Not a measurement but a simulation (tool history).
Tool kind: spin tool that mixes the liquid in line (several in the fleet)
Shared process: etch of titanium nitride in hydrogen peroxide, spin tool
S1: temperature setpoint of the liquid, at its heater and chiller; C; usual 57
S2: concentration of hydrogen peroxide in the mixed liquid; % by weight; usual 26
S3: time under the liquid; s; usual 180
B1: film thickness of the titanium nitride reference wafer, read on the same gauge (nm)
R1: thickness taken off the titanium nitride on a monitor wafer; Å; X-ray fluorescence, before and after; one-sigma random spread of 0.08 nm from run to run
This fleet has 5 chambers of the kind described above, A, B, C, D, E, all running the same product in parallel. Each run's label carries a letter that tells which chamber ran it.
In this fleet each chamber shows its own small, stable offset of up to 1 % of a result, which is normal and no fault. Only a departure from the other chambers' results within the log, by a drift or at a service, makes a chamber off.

run 1E day=0.408 | S1=57 S2=26 S3=180 | B1=109.99 | R1=93.682
-- day=0.571 chamber E: peroxide flow meter replaced
-- day=0.712 chamber B: thermometer replaced
run 2A day=1.008 | S1=57 S2=26 S3=180 | B1=109.99 | R1=93.765
-- day=1.229 chamber C: thermometer replaced
run 3C day=1.500 | S1=57 S2=26 S3=180 | B1=110.00 | R1=92.048
run 4D day=2.017 | S1=57 S2=26 S3=180 | B1=110.00 | R1=92.306
run 5B day=2.433 | S1=57 S2=29 S3=180 | B1=110.01 | R1=94.206
run 6A day=2.838 | S1=57 S2=29 S3=180 | B1=109.99 | R1=97.164
run 7D day=3.433 | S1=57 S2=29 S3=180 | B1=110.01 | R1=93.129
-- day=3.696 chamber B: new drum of peroxide connected
run 8E day=3.771 | S1=57 S2=29 S3=180 | B1=110.01 | R1=94.775
run 9B day=4.358 | S1=57 S2=29 S3=180 | B1=109.99 | R1=93.665
run 10C day=4.862 | S1=57 S2=26 S3=180 | B1=110.00 | R1=91.453
run 11B day=5.217 | S1=57 S2=26 S3=180 | B1=110.00 | R1=91.947
-- day=5.288 chamber A: peroxide flow meter replaced
run 12C day=5.542 | S1=57 S2=26 S3=180 | B1=109.99 | R1=92.317
-- day=6.067 chamber D: new drum of peroxide connected
run 13D day=6.067 | S1=57 S2=26 S3=180 | B1=110.00 | R1=91.945
run 14A day=6.612 | S1=57 S2=26 S3=180 | B1=109.98 | R1=92.084
run 15E day=6.992 | S1=57 S2=26 S3=180 | B1=110.01 | R1=92.578
run 16C day=7.579 | S1=57 S2=26 S3=180 | B1=110.00 | R1=92.590
run 17E day=8.167 | S1=57 S2=26 S3=180 | B1=109.98 | R1=91.799
run 18A day=8.712 | S1=57 S2=26 S3=180 | B1=109.99 | R1=89.960
run 19D day=9.221 | S1=57 S2=26 S3=180 | B1=109.99 | R1=93.022
run 20B day=9.617 | S1=57 S2=26 S3=180 | B1=109.99 | R1=92.745
run 21C day=10.192 | S1=57 S2=26 S3=180 | B1=109.99 | R1=91.883
run 22B day=10.812 | S1=57 S2=26 S3=180 | B1=110.01 | R1=92.414
run 23A day=11.350 | S1=57 S2=26 S3=180 | B1=110.02 | R1=89.158
run 24D day=11.654 | S1=57 S2=26 S3=180 | B1=109.99 | R1=93.120
run 25E day=11.983 | S1=57 S2=26 S3=180 | B1=109.99 | R1=93.025
run 26A day=12.567 | S1=57 S2=26 S3=180 | B1=110.01 | R1=88.140
run 27D day=13.083 | S1=57 S2=26 S3=180 | B1=110.01 | R1=93.126
run 28E day=13.692 | S1=57 S2=26 S3=180 | B1=110.01 | R1=93.150
run 29C day=13.996 | S1=57 S2=26 S3=180 | B1=109.97 | R1=93.486
run 30B day=14.579 | S1=53 S2=29 S3=180 | B1=109.99 | R1=72.257
run 31A day=14.929 | S1=53 S2=29 S3=180 | B1=110.00 | R1=66.102
-- day=15.017 chamber C: new drum of peroxide connected
run 32E day=15.542 | S1=53 S2=29 S3=180 | B1=110.00 | R1=71.395
run 33D day=15.854 | S1=53 S2=29 S3=180 | B1=109.98 | R1=71.873
run 34B day=16.446 | S1=53 S2=29 S3=180 | B1=110.00 | R1=71.610
run 35C day=16.817 | S1=57 S2=26 S3=180 | B1=110.01 | R1=92.535

Does one chamber stand apart from the rest, does the shared gauge drift, or is all well apart from small per-chamber offsets? Give the chamber and the most likely cause, where there is one.

It is chamber A that slowly wanders off from its peers.
What lies behind it: temperature lost on the way to the wafer (K) = 1.52.
From this log alone, it may not be told apart from: liquid colder than its thermometer reads (K).

Here are 4 candidates for chamber A's next run, each the usual settings with a change, their results left as question marks. Which one brings its results back in line with what the others give on the usual settings?
In line means no further than this from the other chambers' mean on the usual settings: R1 2.800 Å
run 36A-1 day=17.271 | S1=57 S2=26 S3=175 | R1=?
run 36A-2 day=17.271 | S1=57 S2=26 S3=195 | R1=?
run 36A-3 day=17.271 | S1=57 S2=26 S3=185 | R1=?
run 36A-4 day=17.271 | S1=57 S2=26 S3=165 | R1=?

The other chambers' mean on the usual settings: R1 92.360 Å
run=36A-1 R1=81.790
run=36A-2 R1=91.137
run=36A-3 R1=86.463
run=36A-4 R1=77.116
The right change is 36A-2: it brings the chamber back within the allowed miss of the others.
